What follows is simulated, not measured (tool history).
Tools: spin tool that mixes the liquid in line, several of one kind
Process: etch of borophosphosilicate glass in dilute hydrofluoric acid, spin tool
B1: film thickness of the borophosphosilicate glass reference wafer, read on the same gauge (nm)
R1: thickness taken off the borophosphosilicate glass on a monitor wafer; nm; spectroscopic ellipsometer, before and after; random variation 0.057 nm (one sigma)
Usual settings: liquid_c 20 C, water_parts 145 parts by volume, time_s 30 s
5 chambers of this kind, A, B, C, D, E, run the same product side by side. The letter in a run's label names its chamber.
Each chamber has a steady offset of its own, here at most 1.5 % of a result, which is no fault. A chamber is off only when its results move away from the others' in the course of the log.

run 1B hour=5.6 | liquid_c=20 water_parts=145 time_s=30 | B1=70.037 | R1=7.2492
run 2A hour=9.8 | liquid_c=20 water_parts=145 time_s=30 | B1=69.992 | R1=7.2345
run 3D hour=13.5 | liquid_c=20 water_parts=145 time_s=30 | B1=70.006 | R1=7.1959
run 4E hour=18.7 | liquid_c=20 water_parts=145 time_s=30 | B1=69.994 | R1=7.1362
run 5C hour=22.0 | liquid_c=20 water_parts=145 time_s=30 | B1=70.011 | R1=7.3524
run 6E hour=28.4 | liquid_c=20 water_parts=145 time_s=30 | B1=70.013 | R1=7.1784
run 7A hour=34.4 | liquid_c=20 water_parts=145 time_s=30 | B1=70.019 | R1=7.3797
run 8B hour=38.2 | liquid_c=20 water_parts=145 time_s=30 | B1=70.004 | R1=7.1106
run 9D hour=43.1 | liquid_c=20 water_parts=145 time_s=30 | B1=70.005 | R1=7.2253
run 10C hour=46.5 | liquid_c=20 water_parts=145 time_s=30 | B1=70.021 | R1=7.4217
run 11A hour=50.2 | liquid_c=20 water_parts=145 time_s=30 | B1=70.029 | R1=7.3274
run 12E hour=56.3 | liquid_c=20 water_parts=90 time_s=30 | B1=70.039 | R1=12.3490
-- hour=57.8 chamber E: hydrofluoric acid flow meter replaced
run 13D hour=63.0 | liquid_c=20 water_parts=90 time_s=30 | B1=70.026 | R1=12.2520
run 14C hour=66.4 | liquid_c=20 water_parts=90 time_s=30 | B1=69.987 | R1=12.7200
run 15B hour=71.0 | liquid_c=20 water_parts=90 time_s=30 | B1=70.017 | R1=12.2450
run 16D hour=74.4 | liquid_c=20 water_parts=90 time_s=30 | B1=70.015 | R1=12.0200
run 17E hour=81.4 | liquid_c=20 water_parts=145 time_s=30 | B1=69.977 | R1=7.1252
run 18B hour=87.8 | liquid_c=20 water_parts=145 time_s=30 | B1=70.032 | R1=7.2648
run 19A hour=94.0 | liquid_c=20 water_parts=145 time_s=30 | B1=70.002 | R1=7.2439
run 20C hour=100.9 | liquid_c=20 water_parts=145 time_s=30 | B1=70.011 | R1=7.6153
run 21E hour=106.9 | liquid_c=20 water_parts=145 time_s=30 | B1=70.009 | R1=7.0930
run 22B hour=111.1 | liquid_c=20 water_parts=145 time_s=30 | B1=69.983 | R1=7.2334
run 23C hour=118.6 | liquid_c=20 water_parts=205 time_s=15 | B1=70.010 | R1=2.5272
run 24A hour=125.9 | liquid_c=20 water_parts=205 time_s=15 | B1=70.002 | R1=2.3954
run 25D hour=131.5 | liquid_c=20 water_parts=205 time_s=15 | B1=69.994 | R1=2.4128
run 26B hour=138.4 | liquid_c=20 water_parts=205 time_s=15 | B1=69.992 | R1=2.3927
run 27A hour=145.3 | liquid_c=20 water_parts=205 time_s=15 | B1=70.010 | R1=2.4152
run 28C hour=152.7 | liquid_c=20 water_parts=145 time_s=30 | B1=69.991 | R1=7.9501
run 29E hour=156.4 | liquid_c=20 water_parts=145 time_s=30 | B1=70.008 | R1=7.1725
run 30D hour=160.4 | liquid_c=20 water_parts=145 time_s=30 | B1=70.018 | R1=7.2028
run 31E hour=167.2 | liquid_c=20 water_parts=145 time_s=30 | B1=70.022 | R1=7.0591
-- hour=169.9 chamber D: thermometer replaced
run 32D hour=173.0 | liquid_c=20 water_parts=145 time_s=30 | B1=70.013 | R1=7.2850
run 33B hour=177.8 | liquid_c=20 water_parts=145 time_s=40 | B1=69.963 | R1=9.6668
run 34A hour=181.4 | liquid_c=20 water_parts=145 time_s=40 | B1=69.988 | R1=9.7640
run 35C hour=187.4 | liquid_c=20 water_parts=145 time_s=40 | B1=70.005 | R1=10.6290
run 36A hour=191.7 | liquid_c=20 water_parts=145 time_s=40 | B1=69.980 | R1=9.7572
run 37E hour=195.2 | liquid_c=20 water_parts=145 time_s=40 | B1=69.981 | R1=9.5353

Is one chamber off against the others, does the gauge drift, or is nothing wrong? If a chamber is off, say which, and what the likeliest cause is.

Chamber C drifts away from the others.
Cause: hydrofluoric acid flow above the setpoint (%) = 9.57.
The log may not tell that from: liquid hotter than its thermometer reads (K).

Here are 4 candidates for chamber C's next run, each the usual settings with a change, their results left as question marks. Which one brings its results back in line with what the others give on the usual settings?
In line means no further than this from the other chambers' mean on the usual settings: R1 0.2000 nm
run 38C-1 hour=200.7 | liquid_c=20.5 water_parts=135 time_s=30 | R1=?
run 38C-2 hour=200.7 | liquid_c=19.5 water_parts=155 time_s=30 | R1=?
run 38C-3 hour=200.7 | liquid_c=20.0 water_parts=145 time_s=25 | R1=?
run 38C-4 hour=200.7 | liquid_c=20.5 water_parts=125 time_s=30 | R1=?

The other chambers' mean on the usual settings: R1 7.2092 nm
run=38C-1 R1=8.8835
run=38C-2 R1=7.2809
run=38C-3 R1=6.6850
run=38C-4 R1=9.6973
38C-2 brings the chamber back in line.
